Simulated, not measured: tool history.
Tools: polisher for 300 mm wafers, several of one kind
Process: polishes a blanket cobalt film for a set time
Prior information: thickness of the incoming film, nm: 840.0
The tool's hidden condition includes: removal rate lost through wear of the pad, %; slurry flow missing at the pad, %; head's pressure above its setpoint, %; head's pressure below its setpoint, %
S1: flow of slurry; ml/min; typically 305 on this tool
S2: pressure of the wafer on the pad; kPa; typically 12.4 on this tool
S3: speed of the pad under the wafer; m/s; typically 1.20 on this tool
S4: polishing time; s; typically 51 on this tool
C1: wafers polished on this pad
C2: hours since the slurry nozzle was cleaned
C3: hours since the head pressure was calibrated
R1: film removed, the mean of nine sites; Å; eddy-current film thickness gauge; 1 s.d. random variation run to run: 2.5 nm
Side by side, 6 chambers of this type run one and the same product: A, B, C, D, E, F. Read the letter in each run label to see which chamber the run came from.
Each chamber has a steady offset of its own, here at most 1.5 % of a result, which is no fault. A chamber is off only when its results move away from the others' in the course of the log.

{"hour": 2.9, "done": "chamber C: worn pad replaced by a new one"}
{"hour": 5.6, "done": "chamber A: worn pad replaced by a new one"}
{"run": "1A", "hour": 7.1, "S1": 305, "S2": 12.4, "S3": 1.2, "S4": 51, "C1": 17, "C2": 152.2, "C3": 659.2, "R1": 2720.6}
{"run": "2E", "hour": 11.8, "S1": 305, "S2": 12.4, "S3": 1.2, "S4": 51, "C1": 316, "C2": 644.8, "C3": 962.5, "R1": 2732.9}
{"run": "3B", "hour": 19.8, "S1": 305, "S2": 12.4, "S3": 1.2, "S4": 51, "C1": 556, "C2": 282.2, "C3": 596.1, "R1": 2781.6}
{"run": "4F", "hour": 26.9, "S1": 305, "S2": 12.4, "S3": 1.2, "S4": 51, "C1": 637, "C2": 321.5, "C3": 260.0, "R1": 2736.6}
{"run": "5D", "hour": 32.1, "S1": 305, "S2": 12.4, "S3": 1.2, "S4": 51, "C1": 408, "C2": 148.7, "C3": 331.1, "R1": 2745.1}
{"run": "6C", "hour": 36.9, "S1": 305, "S2": 12.4, "S3": 1.2, "S4": 58, "C1": 377, "C2": 174.5, "C3": 251.1, "R1": 3108.5}
{"hour": 38.9, "done": "chamber B: worn pad replaced by a new one"}
{"run": "7A", "hour": 43.3, "S1": 305, "S2": 12.4, "S3": 1.2, "S4": 58, "C1": 418, "C2": 188.4, "C3": 695.4, "R1": 3063.7}
{"run": "8C", "hour": 50.2, "S1": 305, "S2": 12.4, "S3": 1.2, "S4": 58, "C1": 525, "C2": 187.8, "C3": 264.4, "R1": 3107.1}
{"run": "9B", "hour": 54.9, "S1": 305, "S2": 12.4, "S3": 1.2, "S4": 58, "C1": 178, "C2": 317.3, "C3": 631.2, "R1": 3065.1}
{"hour": 55.5, "done": "chamber A: worn pad replaced by a new one"}
{"run": "10E", "hour": 61.0, "S1": 305, "S2": 12.4, "S3": 1.2, "S4": 58, "C1": 861, "C2": 694.0, "C3": 1011.7, "R1": 3182.6}
{"hour": 64.6, "done": "chamber D: worn pad replaced by a new one"}
{"hour": 64.9, "done": "chamber C: worn pad replaced by a new one"}
{"run": "11D", "hour": 67.4, "S1": 305, "S2": 12.4, "S3": 1.2, "S4": 58, "C1": 31, "C2": 184.0, "C3": 366.4, "R1": 3152.6}
{"hour": 70.8, "done": "chamber E: slurry nozzle cleaned"}
{"run": "12F", "hour": 71.6, "S1": 305, "S2": 12.4, "S3": 1.2, "S4": 51, "C1": 1133, "C2": 366.2, "C3": 304.7, "R1": 2784.4}
{"hour": 73.2, "done": "chamber E: worn pad replaced by a new one"}
{"run": "13F", "hour": 79.9, "S1": 305, "S2": 12.4, "S3": 1.2, "S4": 51, "C1": 1225, "C2": 374.5, "C3": 313.0, "R1": 2757.8}
{"run": "14D", "hour": 87.6, "S1": 305, "S2": 12.4, "S3": 1.2, "S4": 51, "C1": 255, "C2": 204.2, "C3": 386.6, "R1": 2792.5}
{"run": "15E", "hour": 94.7, "S1": 305, "S2": 12.4, "S3": 1.2, "S4": 51, "C1": 238, "C2": 23.9, "C3": 1045.4, "R1": 2808.2}
{"hour": 94.8, "done": "chamber F: slurry nozzle cleaned"}
{"run": "16B", "hour": 103.3, "S1": 305, "S2": 12.4, "S3": 1.06, "S4": 35, "C1": 715, "C2": 365.7, "C3": 679.6, "R1": 1667.9}
{"hour": 104.8, "done": "chamber B: worn pad replaced by a new one"}
{"hour": 108.4, "done": "chamber F: worn pad replaced by a new one"}
{"hour": 108.8, "done": "chamber A: worn pad replaced by a new one"}
{"run": "17A", "hour": 108.8, "S1": 305, "S2": 12.4, "S3": 1.06, "S4": 35, "C1": 0, "C2": 253.9, "C3": 760.9, "R1": 1622.2}
{"run": "18C", "hour": 115.6, "S1": 305, "S2": 12.4, "S3": 1.06, "S4": 35, "C1": 562, "C2": 253.2, "C3": 329.8, "R1": 1644.3}
{"run": "19B", "hour": 122.6, "S1": 305, "S2": 12.4, "S3": 1.06, "S4": 35, "C1": 197, "C2": 385.0, "C3": 698.9, "R1": 1646.3}
{"run": "20D", "hour": 127.7, "S1": 305, "S2": 12.4, "S3": 1.06, "S4": 35, "C1": 700, "C2": 244.3, "C3": 426.7, "R1": 1685.8}
{"hour": 132.1, "done": "chamber C: worn pad replaced by a new one"}
{"hour": 133.4, "done": "chamber F: head pressure recalibrated"}
{"run": "21F", "hour": 133.6, "S1": 305, "S2": 12.4, "S3": 1.06, "S4": 35, "C1": 279, "C2": 38.8, "C3": 0.3, "R1": 1639.3}
{"hour": 134.2, "done": "chamber A: slurry nozzle cleaned"}
{"hour": 136.1, "done": "chamber D: slurry nozzle cleaned"}
{"hour": 136.3, "done": "chamber D: worn pad replaced by a new one"}
{"run": "22A", "hour": 138.0, "S1": 305, "S2": 12.4, "S3": 1.2, "S4": 51, "C1": 324, "C2": 3.9, "C3": 790.1, "R1": 2706.9}
{"run": "23C", "hour": 144.8, "S1": 305, "S2": 12.4, "S3": 1.2, "S4": 51, "C1": 141, "C2": 282.4, "C3": 359.0, "R1": 2700.8}
{"hour": 152.5, "done": "chamber A: worn pad replaced by a new one"}
{"run": "24E", "hour": 152.5, "S1": 305, "S2": 12.4, "S3": 1.2, "S4": 51, "C1": 879, "C2": 81.7, "C3": 1103.2, "R1": 2910.9}
{"hour": 156.3, "done": "chamber E: worn pad replaced by a new one"}
{"run": "25F", "hour": 161.1, "S1": 305, "S2": 12.4, "S3": 1.2, "S4": 51, "C1": 585, "C2": 66.3, "C3": 27.8, "R1": 2712.7}
{"run": "26E", "hour": 168.6, "S1": 305, "S2": 12.4, "S3": 1.2, "S4": 51, "C1": 137, "C2": 97.8, "C3": 1119.3, "R1": 2915.6}
{"hour": 171.8, "done": "chamber B: worn pad replaced by a new one"}
{"run": "27C", "hour": 172.5, "S1": 305, "S2": 12.4, "S3": 1.2, "S4": 51, "C1": 448, "C2": 310.1, "C3": 386.7, "R1": 2721.0}
{"run": "28A", "hour": 176.9, "S1": 305, "S2": 12.4, "S3": 1.2, "S4": 51, "C1": 271, "C2": 42.8, "C3": 829.0, "R1": 2707.6}
{"run": "29D", "hour": 184.1, "S1": 305, "S2": 12.4, "S3": 1.2, "S4": 51, "C1": 530, "C2": 48.0, "C3": 483.1, "R1": 2805.3}
{"run": "30B", "hour": 191.5, "S1": 380, "S2": 12.4, "S3": 1.2, "S4": 51, "C1": 219, "C2": 453.9, "C3": 767.8, "R1": 2807.7}
{"run": "31F", "hour": 197.8, "S1": 380, "S2": 12.4, "S3": 1.2, "S4": 51, "C1": 992, "C2": 103.0, "C3": 64.5, "R1": 2831.0}
{"hour": 202.5, "done": "chamber A: worn pad replaced by a new one"}
{"run": "32E", "hour": 204.2, "S1": 380, "S2": 12.4, "S3": 1.2, "S4": 51, "C1": 532, "C2": 133.4, "C3": 1154.9, "R1": 3042.8}
{"hour": 206.2, "done": "chamber C: worn pad replaced by a new one"}
{"run": "33B", "hour": 208.1, "S1": 380, "S2": 12.4, "S3": 1.2, "S4": 51, "C1": 403, "C2": 470.5, "C3": 784.4, "R1": 2768.8}
{"hour": 210.0, "done": "chamber D: worn pad replaced by a new one"}
{"run": "34C", "hour": 214.5, "S1": 380, "S2": 12.4, "S3": 1.2, "S4": 51, "C1": 92, "C2": 352.1, "C3": 428.7, "R1": 2796.9}
{"hour": 216.1, "done": "chamber F: worn pad replaced by a new one"}
{"run": "35A", "hour": 219.8, "S1": 380, "S2": 12.4, "S3": 1.2, "S4": 51, "C1": 192, "C2": 85.7, "C3": 871.9, "R1": 2742.0}
{"run": "36D", "hour": 227.1, "S1": 305, "S2": 12.4, "S3": 1.2, "S4": 51, "C1": 190, "C2": 91.0, "C3": 526.1, "R1": 2793.0}
{"run": "37E", "hour": 232.7, "S1": 305, "S2": 12.4, "S3": 1.2, "S4": 51, "C1": 848, "C2": 161.9, "C3": 1183.4, "R1": 3007.0}
{"run": "38F", "hour": 240.0, "S1": 305, "S2": 12.4, "S3": 1.2, "S4": 51, "C1": 265, "C2": 145.2, "C3": 106.7, "R1": 2750.1}
{"run": "39D", "hour": 247.2, "S1": 305, "S2": 12.4, "S3": 1.2, "S4": 51, "C1": 413, "C2": 111.1, "C3": 546.2, "R1": 2759.6}

Is one chamber out of step, is the gauge drifting, or do the chambers differ by no more than their own small offsets? For an off chamber, give its letter and the likeliest cause.

Chamber E drifts away from the others.
Likeliest cause: head's pressure above its setpoint, % = 11.5.

Chamber E could run next with any of the 4 candidate recipes listed below; each alters the usual settings, and their results appear as question marks. Which one brings its results back in line with what the other chambers deliver on the usual settings?
In line means no further than this from the other chambers' mean on the usual settings: R1 88.0 Å
{"run": "40E-1", "hour": 253.5, "S1": 185, "S2": 12.4, "S3": 1.2, "S4": 51, "R1": "?"}
{"run": "40E-2", "hour": 253.5, "S1": 305, "S2": 12.4, "S3": 1.06, "S4": 51, "R1": "?"}
{"run": "40E-3", "hour": 253.5, "S1": 305, "S2": 12.4, "S3": 1.2, "S4": 54, "R1": "?"}
{"run": "40E-4", "hour": 253.5, "S1": 305, "S2": 13.1, "S3": 1.24, "S4": 53, "R1": "?"}

Usual-settings mean across the other chambers: R1 2740.1 Å
run=40E-1 R1=2938.8
run=40E-2 R1=2755.3
run=40E-3 R1=3296.1
run=40E-4 R1=3529.7
The answer is 40E-2, which returns the chamber to within the allowed miss of the others.
